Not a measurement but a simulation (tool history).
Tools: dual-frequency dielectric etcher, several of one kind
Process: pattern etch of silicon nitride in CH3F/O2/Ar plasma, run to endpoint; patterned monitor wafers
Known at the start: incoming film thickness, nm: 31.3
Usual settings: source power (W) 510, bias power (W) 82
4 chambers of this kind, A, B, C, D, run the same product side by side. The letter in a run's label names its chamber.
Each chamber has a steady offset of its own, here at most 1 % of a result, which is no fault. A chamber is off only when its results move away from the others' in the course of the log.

{"run": "1B", "hour": 10.1, "source power (W)": 510, "bias power (W)": 82, "endpoint time (s)": 39.284}
{"run": "2C", "hour": 22.4, "source power (W)": 510, "bias power (W)": 82, "endpoint time (s)": 39.452}
{"run": "3A", "hour": 31.0, "source power (W)": 510, "bias power (W)": 82, "endpoint time (s)": 39.161}
{"run": "4D", "hour": 43.4, "source power (W)": 510, "bias power (W)": 82, "endpoint time (s)": 39.46}
{"run": "5B", "hour": 51.5, "source power (W)": 510, "bias power (W)": 82, "endpoint time (s)": 39.473}
{"run": "6D", "hour": 61.7, "source power (W)": 510, "bias power (W)": 82, "endpoint time (s)": 39.256}
{"run": "7A", "hour": 72.4, "source power (W)": 510, "bias power (W)": 82, "endpoint time (s)": 39.015}
{"hour": 83.5, "done": "chamber C: bias power generator calibrated"}
{"run": "8C", "hour": 84.8, "source power (W)": 510, "bias power (W)": 82, "endpoint time (s)": 39.217}
{"hour": 90.8, "done": "chamber C: wet clean of the chamber"}
{"run": "9A", "hour": 94.2, "source power (W)": 510, "bias power (W)": 82, "endpoint time (s)": 39.241}
{"hour": 102.6, "done": "chamber D: wet clean of the chamber"}
{"run": "10C", "hour": 103.0, "source power (W)": 510, "bias power (W)": 82, "endpoint time (s)": 39.309}
{"run": "11D", "hour": 109.2, "source power (W)": 510, "bias power (W)": 82, "endpoint time (s)": 39.692}
{"run": "12B", "hour": 117.0, "source power (W)": 510, "bias power (W)": 82, "endpoint time (s)": 39.697}
{"run": "13C", "hour": 129.1, "source power (W)": 510, "bias power (W)": 67, "endpoint time (s)": 42.042}
{"run": "14D", "hour": 139.9, "source power (W)": 510, "bias power (W)": 67, "endpoint time (s)": 42.387}
{"run": "15A", "hour": 149.5, "source power (W)": 510, "bias power (W)": 67, "endpoint time (s)": 41.652}
{"hour": 151.3, "done": "chamber B: wet clean of the chamber"}
{"run": "16B", "hour": 155.3, "source power (W)": 510, "bias power (W)": 67, "endpoint time (s)": 44.047}
{"run": "17A", "hour": 165.6, "source power (W)": 510, "bias power (W)": 82, "endpoint time (s)": 39.204}
{"run": "18C", "hour": 177.1, "source power (W)": 400, "bias power (W)": 82, "endpoint time (s)": 43.291}
{"run": "19D", "hour": 188.0, "source power (W)": 400, "bias power (W)": 82, "endpoint time (s)": 43.35}
{"run": "20B", "hour": 199.2, "source power (W)": 400, "bias power (W)": 82, "endpoint time (s)": 45.213}
{"run": "21A", "hour": 207.3, "source power (W)": 400, "bias power (W)": 82, "endpoint time (s)": 42.898}
{"run": "22D", "hour": 214.2, "source power (W)": 510, "bias power (W)": 82, "endpoint time (s)": 39.438}
{"run": "23C", "hour": 222.1, "source power (W)": 510, "bias power (W)": 82, "endpoint time (s)": 39.36}
{"run": "24B", "hour": 230.0, "source power (W)": 510, "bias power (W)": 82, "endpoint time (s)": 41.105}
{"hour": 230.4, "done": "chamber A: wet clean of the chamber"}
{"run": "25C", "hour": 236.6, "source power (W)": 510, "bias power (W)": 82, "endpoint time (s)": 39.106}
{"run": "26D", "hour": 245.8, "source power (W)": 510, "bias power (W)": 82, "endpoint time (s)": 39.742}
{"run": "27A", "hour": 256.1, "source power (W)": 510, "bias power (W)": 82, "endpoint time (s)": 39.257}
{"run": "28B", "hour": 268.1, "source power (W)": 400, "bias power (W)": 62, "endpoint time (s)": 49.652}

All 4 chambers run these settings next. Forecast each chamber's results:
{"run": "29A", "hour": 277.0, "source power (W)": 510, "bias power (W)": 100, "endpoint time (s)": "?"}
{"run": "29B", "hour": 277.0, "source power (W)": 510, "bias power (W)": 100, "endpoint time (s)": "?"}
{"run": "29C", "hour": 277.0, "source power (W)": 510, "bias power (W)": 100, "endpoint time (s)": "?"}
{"run": "29D", "hour": 277.0, "source power (W)": 510, "bias power (W)": 100, "endpoint time (s)": "?"}

run=29A endpoint_time_(s)=36.620
run=29B endpoint_time_(s)=38.017
run=29C endpoint_time_(s)=36.587
run=29D endpoint_time_(s)=36.851
